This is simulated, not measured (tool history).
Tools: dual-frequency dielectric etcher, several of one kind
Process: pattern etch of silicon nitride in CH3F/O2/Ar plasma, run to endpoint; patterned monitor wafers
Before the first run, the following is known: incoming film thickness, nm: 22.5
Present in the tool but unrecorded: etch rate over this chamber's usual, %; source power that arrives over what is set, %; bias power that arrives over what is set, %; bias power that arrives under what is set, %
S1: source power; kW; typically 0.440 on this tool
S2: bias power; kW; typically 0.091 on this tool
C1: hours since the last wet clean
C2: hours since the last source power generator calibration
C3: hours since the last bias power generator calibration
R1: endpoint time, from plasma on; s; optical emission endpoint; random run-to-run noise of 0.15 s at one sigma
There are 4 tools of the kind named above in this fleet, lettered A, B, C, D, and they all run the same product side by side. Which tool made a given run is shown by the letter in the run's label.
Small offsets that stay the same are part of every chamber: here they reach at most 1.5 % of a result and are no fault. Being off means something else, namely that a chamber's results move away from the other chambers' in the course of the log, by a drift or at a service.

run 1D day=0.188 | S1=0.440 S2=0.091 | C1=276.2 C2=293.3 C3=624.6 | R1=28.957
run 2A day=0.458 | S1=0.440 S2=0.091 | C1=91.6 C2=90.6 C3=927.3 | R1=29.089
run 3C day=0.650 | S1=0.440 S2=0.091 | C1=210.2 C2=2949.0 C3=47.0 | R1=29.070
run 4B day=0.838 | S1=0.440 S2=0.091 | C1=213.1 C2=1322.9 C3=1304.3 | R1=28.797
run 5C day=1.021 | S1=0.440 S2=0.091 | C1=219.1 C2=2957.9 C3=55.9 | R1=29.495
run 6D day=1.217 | S1=0.440 S2=0.091 | C1=300.9 C2=318.0 C3=649.3 | R1=29.185
run 7B day=1.375 | S1=0.440 S2=0.091 | C1=226.0 C2=1335.8 C3=1317.2 | R1=28.935
run 8A day=1.579 | S1=0.440 S2=0.091 | C1=118.5 C2=117.5 C3=954.2 | R1=29.370
run 9D day=1.862 | S1=0.440 S2=0.091 | C1=316.4 C2=333.5 C3=664.8 | R1=29.201
run 10A day=2.162 | S1=0.440 S2=0.091 | C1=132.5 C2=131.5 C3=968.2 | R1=29.338
run 11C day=2.333 | S1=0.440 S2=0.091 | C1=250.6 C2=2989.4 C3=87.4 | R1=29.357
run 12B day=2.588 | S1=0.440 S2=0.091 | C1=255.1 C2=1364.9 C3=1346.3 | R1=28.814
run 13D day=2.854 | S1=0.350 S2=0.076 | C1=340.2 C2=357.3 C3=688.6 | R1=33.699
run 14B day=3.021 | S1=0.350 S2=0.076 | C1=265.5 C2=1375.3 C3=1356.7 | R1=33.457
run 15A day=3.175 | S1=0.350 S2=0.076 | C1=156.8 C2=155.8 C3=992.5 | R1=33.705
run 16C day=3.354 | S1=0.350 S2=0.076 | C1=275.1 C2=3013.9 C3=111.9 | R1=34.164
run 17D day=3.638 | S1=0.440 S2=0.091 | C1=359.0 C2=376.1 C3=707.4 | R1=29.079
run 18A day=3.812 | S1=0.440 S2=0.091 | C1=172.1 C2=171.1 C3=1007.8 | R1=29.227
run 19C day=4.025 | S1=0.440 S2=0.091 | C1=291.2 C2=3030.0 C3=128.0 | R1=29.155
run 20B day=4.271 | S1=0.440 S2=0.091 | C1=295.5 C2=1405.3 C3=1386.7 | R1=28.097
run 21B day=4.471 | S1=0.440 S2=0.091 | C1=300.3 C2=1410.1 C3=1391.5 | R1=28.234
run 22C day=4.717 | S1=0.440 S2=0.091 | C1=307.8 C2=3046.6 C3=144.6 | R1=29.131
run 23A day=4.938 | S1=0.440 S2=0.091 | C1=199.1 C2=198.1 C3=1034.8 | R1=29.310
-- day=5.154 chamber B: source power generator calibrated
run 24D day=5.167 | S1=0.440 S2=0.091 | C1=395.7 C2=412.8 C3=744.1 | R1=28.977
run 25D day=5.446 | S1=0.440 S2=0.091 | C1=402.4 C2=419.5 C3=750.8 | R1=29.071
run 26B day=5.642 | S1=0.440 S2=0.098 | C1=328.4 C2=11.7 C3=1419.6 | R1=27.070
run 27A day=5.892 | S1=0.440 S2=0.098 | C1=222.0 C2=221.0 C3=1057.7 | R1=28.291
run 28C day=6.183 | S1=0.440 S2=0.098 | C1=343.0 C2=3081.8 C3=179.8 | R1=28.554
run 29A day=6.400 | S1=0.440 S2=0.098 | C1=234.2 C2=233.2 C3=1069.9 | R1=28.311
run 30C day=6.588 | S1=0.440 S2=0.091 | C1=352.7 C2=3091.5 C3=189.5 | R1=29.506
run 31B day=6.729 | S1=0.440 S2=0.091 | C1=354.5 C2=37.8 C3=1445.7 | R1=27.756
-- day=6.896 chamber D: wet clean of the chamber
run 32D day=7.017 | S1=0.440 S2=0.091 | C1=3.0 C2=457.2 C3=788.5 | R1=28.946
run 33D day=7.175 | S1=0.440 S2=0.091 | C1=6.8 C2=461.0 C3=792.3 | R1=29.173

Has any chamber moved away from the others, gradually or after a service, or does the common gauge drift, or do the chambers differ only by their own small steady offsets? State the chamber and the most likely cause if one applies.

One chamber, B, drifts off from the rest bit by bit.
Likeliest cause: etch rate over this chamber's usual, % = 5.53.

Which of the 4 candidates below, each the usual settings with something changed and its results left as question marks, puts chamber B back in line with what the other chambers give on the usual settings?
In-line tolerance around the mean of the other chambers on the usual settings: R1 0.550 s
run 34B-1 day=7.392 | S1=0.440 S2=0.063 | R1=?
run 34B-2 day=7.392 | S1=0.530 S2=0.109 | R1=?
run 34B-3 day=7.392 | S1=0.360 S2=0.091 | R1=?
run 34B-4 day=7.392 | S1=0.480 S2=0.099 | R1=?

The mean the other chambers reach with the usual settings: R1 29.125 s
run=34B-1 R1=30.908
run=34B-2 R1=23.755
run=34B-3 R1=29.272
run=34B-4 R1=25.526
34B-3 puts the chamber back in line with the other chambers.
